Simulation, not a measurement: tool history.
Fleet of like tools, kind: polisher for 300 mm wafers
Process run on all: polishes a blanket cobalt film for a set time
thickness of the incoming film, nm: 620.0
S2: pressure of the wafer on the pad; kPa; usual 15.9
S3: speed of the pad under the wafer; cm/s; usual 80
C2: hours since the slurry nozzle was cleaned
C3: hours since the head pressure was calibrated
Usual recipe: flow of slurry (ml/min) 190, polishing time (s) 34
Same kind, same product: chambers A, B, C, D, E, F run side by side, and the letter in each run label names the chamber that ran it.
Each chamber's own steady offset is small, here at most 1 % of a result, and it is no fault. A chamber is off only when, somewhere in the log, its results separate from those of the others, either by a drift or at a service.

{"hour": 5.5, "done": "chamber C: slurry nozzle cleaned"}
{"run": "1C", "hour": 7.7, "flow of slurry (ml/min)": 190, "S2": 15.9, "S3": 80, "polishing time (s)": 34, "wafers polished on this pad": 410, "C2": 2.3, "C3": 138.6, "film removed (Å)": 1655.3}
{"hour": 11.2, "done": "chamber B: worn pad replaced by a new one"}
{"hour": 14.1, "done": "chamber A: worn pad replaced by a new one"}
{"run": "2A", "hour": 15.4, "flow of slurry (ml/min)": 190, "S2": 15.9, "S3": 80, "polishing time (s)": 34, "wafers polished on this pad": 9, "C2": 655.1, "C3": 614, "film removed (Å)": 1620.4}
{"run": "3E", "hour": 23.5, "flow of slurry (ml/min)": 190, "S2": 15.9, "S3": 80, "polishing time (s)": 34, "wafers polished on this pad": 743, "C2": 140.8, "C3": 1408.8, "film removed (Å)": 1649.2}
{"run": "4D", "hour": 34.6, "flow of slurry (ml/min)": 190, "S2": 15.9, "S3": 80, "polishing time (s)": 34, "wafers polished on this pad": 585, "C2": 281.8, "C3": 132.5, "film removed (Å)": 1637.5}
{"hour": 39.9, "done": "chamber E: head pressure recalibrated"}
{"hour": 44.9, "done": "chamber B: head pressure recalibrated"}
{"run": "5B", "hour": 48.2, "flow of slurry (ml/min)": 190, "S2": 15.9, "S3": 80, "polishing time (s)": 34, "wafers polished on this pad": 267, "C2": 296.1, "C3": 3.3, "film removed (Å)": 1650.9}
{"hour": 50.2, "done": "chamber C: worn pad replaced by a new one"}
{"run": "6F", "hour": 59.6, "flow of slurry (ml/min)": 190, "S2": 15.9, "S3": 80, "polishing time (s)": 34, "wafers polished on this pad": 456, "C2": 375.4, "C3": 996.7, "film removed (Å)": 1614.9}
{"hour": 65.7, "done": "chamber D: worn pad replaced by a new one"}
{"run": "7C", "hour": 69.5, "flow of slurry (ml/min)": 190, "S2": 15.9, "S3": 80, "polishing time (s)": 34, "wafers polished on this pad": 139, "C2": 64.1, "C3": 200.4, "film removed (Å)": 1589.5}
{"run": "8B", "hour": 82.3, "flow of slurry (ml/min)": 190, "S2": 15.9, "S3": 80, "polishing time (s)": 34, "wafers polished on this pad": 513, "C2": 330.2, "C3": 37.4, "film removed (Å)": 1648.5}
{"hour": 88.5, "done": "chamber F: worn pad replaced by a new one"}
{"hour": 91.6, "done": "chamber A: slurry nozzle cleaned"}
{"run": "9A", "hour": 93.8, "flow of slurry (ml/min)": 190, "S2": 15.9, "S3": 80, "polishing time (s)": 34, "wafers polished on this pad": 575, "C2": 2.2, "C3": 692.4, "film removed (Å)": 1628.5}
{"run": "10F", "hour": 106.5, "flow of slurry (ml/min)": 190, "S2": 15.9, "S3": 80, "polishing time (s)": 34, "wafers polished on this pad": 130, "C2": 422.3, "C3": 1043.6, "film removed (Å)": 1635.9}
{"hour": 109.4, "done": "chamber A: worn pad replaced by a new one"}
{"run": "11D", "hour": 117.6, "flow of slurry (ml/min)": 190, "S2": 15.9, "S3": 80, "polishing time (s)": 34, "wafers polished on this pad": 375, "C2": 364.8, "C3": 215.5, "film removed (Å)": 1658.9}
{"hour": 122.6, "done": "chamber B: worn pad replaced by a new one"}
{"run": "12E", "hour": 131.0, "flow of slurry (ml/min)": 190, "S2": 15.9, "S3": 80, "polishing time (s)": 34, "wafers polished on this pad": 1519, "C2": 248.3, "C3": 91.1, "film removed (Å)": 1664.4}
{"run": "13D", "hour": 138.7, "flow of slurry (ml/min)": 190, "S2": 15.9, "S3": 80, "polishing time (s)": 34, "wafers polished on this pad": 527, "C2": 385.9, "C3": 236.6, "film removed (Å)": 1640}
{"hour": 139.2, "done": "chamber E: worn pad replaced by a new one"}
{"hour": 144.5, "done": "chamber C: worn pad replaced by a new one"}
{"run": "14A", "hour": 147.8, "flow of slurry (ml/min)": 190, "S2": 15.9, "S3": 80, "polishing time (s)": 34, "wafers polished on this pad": 277, "C2": 56.2, "C3": 746.4, "film removed (Å)": 1655.1}
{"hour": 150.2, "done": "chamber F: slurry nozzle cleaned"}
{"hour": 155.3, "done": "chamber D: slurry nozzle cleaned"}
{"run": "15C", "hour": 158.5, "flow of slurry (ml/min)": 190, "S2": 15.9, "S3": 80, "polishing time (s)": 34, "wafers polished on this pad": 101, "C2": 153.1, "C3": 289.4, "film removed (Å)": 1653.3}
{"hour": 162.1, "done": "chamber D: worn pad replaced by a new one"}
{"hour": 168.0, "done": "chamber F: head pressure recalibrated"}
{"run": "16B", "hour": 171.3, "flow of slurry (ml/min)": 190, "S2": 15.9, "S3": 80, "polishing time (s)": 34, "wafers polished on this pad": 351, "C2": 419.2, "C3": 126.4, "film removed (Å)": 1660.8}
{"hour": 183.0, "done": "chamber F: worn pad replaced by a new one"}
{"run": "17E", "hour": 184.8, "flow of slurry (ml/min)": 190, "S2": 15.9, "S3": 80, "polishing time (s)": 34, "wafers polished on this pad": 329, "C2": 302.1, "C3": 144.9, "film removed (Å)": 1620.6}
{"hour": 191.4, "done": "chamber A: worn pad replaced by a new one"}
{"run": "18F", "hour": 196.5, "flow of slurry (ml/min)": 190, "S2": 15.9, "S3": 80, "polishing time (s)": 34, "wafers polished on this pad": 97, "C2": 46.4, "C3": 28.5, "film removed (Å)": 1477.5}
{"hour": 197.0, "done": "chamber A: head pressure recalibrated"}
{"run": "19E", "hour": 206.8, "flow of slurry (ml/min)": 240, "S2": 12.4, "S3": 80, "polishing time (s)": 34, "wafers polished on this pad": 488, "C2": 324.1, "C3": 166.9, "film removed (Å)": 1324.2}
{"hour": 213.8, "done": "chamber B: slurry nozzle cleaned"}
{"run": "20F", "hour": 218.9, "flow of slurry (ml/min)": 240, "S2": 12.4, "S3": 80, "polishing time (s)": 34, "wafers polished on this pad": 259, "C2": 68.8, "C3": 50.9, "film removed (Å)": 1170.2}
{"hour": 223.6, "done": "chamber C: slurry nozzle cleaned"}
{"run": "21A", "hour": 226.7, "flow of slurry (ml/min)": 240, "S2": 12.4, "S3": 80, "polishing time (s)": 34, "wafers polished on this pad": 255, "C2": 135.1, "C3": 29.7, "film removed (Å)": 1312.9}
{"hour": 229.2, "done": "chamber C: worn pad replaced by a new one"}
{"hour": 237.7, "done": "chamber B: worn pad replaced by a new one"}
{"run": "22B", "hour": 242.1, "flow of slurry (ml/min)": 240, "S2": 12.4, "S3": 80, "polishing time (s)": 34, "wafers polished on this pad": 32, "C2": 28.3, "C3": 197.2, "film removed (Å)": 1334.3}
{"run": "23D", "hour": 255.7, "flow of slurry (ml/min)": 240, "S2": 12.4, "S3": 80, "polishing time (s)": 34, "wafers polished on this pad": 676, "C2": 100.4, "C3": 353.6, "film removed (Å)": 1323.3}
{"hour": 256.5, "done": "chamber D: head pressure recalibrated"}
{"hour": 260.2, "done": "chamber F: worn pad replaced by a new one"}
{"run": "24C", "hour": 270.6, "flow of slurry (ml/min)": 240, "S2": 12.4, "S3": 80, "polishing time (s)": 34, "wafers polished on this pad": 298, "C2": 47.1, "C3": 401.5, "film removed (Å)": 1304.8}
{"hour": 272.9, "done": "chamber D: worn pad replaced by a new one"}
{"run": "25C", "hour": 280.0, "flow of slurry (ml/min)": 190, "S2": 15.9, "S3": 80, "polishing time (s)": 34, "wafers polished on this pad": 366, "C2": 56.5, "C3": 410.9, "film removed (Å)": 1639.5}
{"run": "26F", "hour": 294.2, "flow of slurry (ml/min)": 190, "S2": 15.9, "S3": 80, "polishing time (s)": 34, "wafers polished on this pad": 245, "C2": 144.1, "C3": 126.2, "film removed (Å)": 1508.3}
{"hour": 299.3, "done": "chamber A: worn pad replaced by a new one"}
{"hour": 306.0, "done": "chamber C: worn pad replaced by a new one"}
{"run": "27B", "hour": 307.5, "flow of slurry (ml/min)": 190, "S2": 15.9, "S3": 80, "polishing time (s)": 34, "wafers polished on this pad": 504, "C2": 93.7, "C3": 262.6, "film removed (Å)": 1641.7}
{"run": "28E", "hour": 315.6, "flow of slurry (ml/min)": 190, "S2": 15.9, "S3": 80, "polishing time (s)": 27, "wafers polished on this pad": 1274, "C2": 432.9, "C3": 275.7, "film removed (Å)": 1321.7}
{"run": "29A", "hour": 327.7, "flow of slurry (ml/min)": 190, "S2": 15.9, "S3": 80, "polishing time (s)": 27, "wafers polished on this pad": 205, "C2": 236.1, "C3": 130.7, "film removed (Å)": 1300.4}
{"run": "30D", "hour": 338.9, "flow of slurry (ml/min)": 190, "S2": 15.9, "S3": 80, "polishing time (s)": 27, "wafers polished on this pad": 476, "C2": 183.6, "C3": 82.4, "film removed (Å)": 1281.6}
{"run": "31E", "hour": 352.6, "flow of slurry (ml/min)": 190, "S2": 15.9, "S3": 80, "polishing time (s)": 27, "wafers polished on this pad": 1541, "C2": 469.9, "C3": 312.7, "film removed (Å)": 1301}
{"hour": 355.7, "done": "chamber F: worn pad replaced by a new one"}
{"hour": 359.9, "done": "chamber B: worn pad replaced by a new one"}
{"run": "32B", "hour": 360.6, "flow of slurry (ml/min)": 190, "S2": 15.9, "S3": 80, "polishing time (s)": 27, "wafers polished on this pad": 5, "C2": 146.8, "C3": 315.7, "film removed (Å)": 1302.7}
{"hour": 371.7, "done": "chamber D: worn pad replaced by a new one"}
{"run": "33A", "hour": 372.2, "flow of slurry (ml/min)": 190, "S2": 15.9, "S3": 80, "polishing time (s)": 27, "wafers polished on this pad": 526, "C2": 280.6, "C3": 175.2, "film removed (Å)": 1278.1}
{"run": "34D", "hour": 386.7, "flow of slurry (ml/min)": 190, "S2": 15.9, "S3": 80, "polishing time (s)": 34, "wafers polished on this pad": 108, "C2": 231.4, "C3": 130.2, "film removed (Å)": 1631.8}
{"hour": 399.5, "done": "chamber C: worn pad replaced by a new one"}
{"run": "35C", "hour": 402.4, "flow of slurry (ml/min)": 190, "S2": 13.8, "S3": 80, "polishing time (s)": 34, "wafers polished on this pad": 21, "C2": 178.9, "C3": 533.3, "film removed (Å)": 1406.1}
{"run": "36F", "hour": 414.0, "flow of slurry (ml/min)": 190, "S2": 13.8, "S3": 80, "polishing time (s)": 34, "wafers polished on this pad": 421, "C2": 263.9, "C3": 246, "film removed (Å)": 1255.5}
{"run": "37F", "hour": 423.4, "flow of slurry (ml/min)": 190, "S2": 13.8, "S3": 80, "polishing time (s)": 34, "wafers polished on this pad": 489, "C2": 273.3, "C3": 255.4, "film removed (Å)": 1301.2}
{"run": "38D", "hour": 435.9, "flow of slurry (ml/min)": 190, "S2": 13.8, "S3": 80, "polishing time (s)": 34, "wafers polished on this pad": 463, "C2": 280.6, "C3": 179.4, "film removed (Å)": 1438.3}

Does one chamber stand apart from the rest, does the shared gauge drift, or is all well apart from small per-chamber offsets? Give the chamber and the most likely cause, where there is one.

A service left chamber F off against the others.
What lies behind it: head's pressure below its setpoint, % = 9.56.

Chamber F could run next with any of the 4 candidate recipes listed below; each alters the usual settings, and their results appear as question marks. Which one brings its results back in line with what the other chambers deliver on the usual settings?
In-line tolerance around the mean of the other chambers on the usual settings: film removed (Å) 66
{"run": "39F-1", "hour": 447.8, "flow of slurry (ml/min)": 190, "S2": 15.2, "S3": 74, "polishing time (s)": 32, "film removed (Å)": "?"}
{"run": "39F-2", "hour": 447.8, "flow of slurry (ml/min)": 195, "S2": 17.2, "S3": 80, "polishing time (s)": 38, "film removed (Å)": "?"}
{"run": "39F-3", "hour": 447.8, "flow of slurry (ml/min)": 190, "S2": 15.2, "S3": 76, "polishing time (s)": 34, "film removed (Å)": "?"}
{"run": "39F-4", "hour": 447.8, "flow of slurry (ml/min)": 190, "S2": 16.5, "S3": 82, "polishing time (s)": 35, "film removed (Å)": "?"}

The other chambers' mean on the usual settings: film removed (Å) 1634.7
run=39F-1 film_removed_(Å)=1233.1
run=39F-2 film_removed_(Å)=1807.3
run=39F-3 film_removed_(Å)=1346.1
run=39F-4 film_removed_(Å)=1632.7
39F-4 puts the chamber back in line with the other chambers.
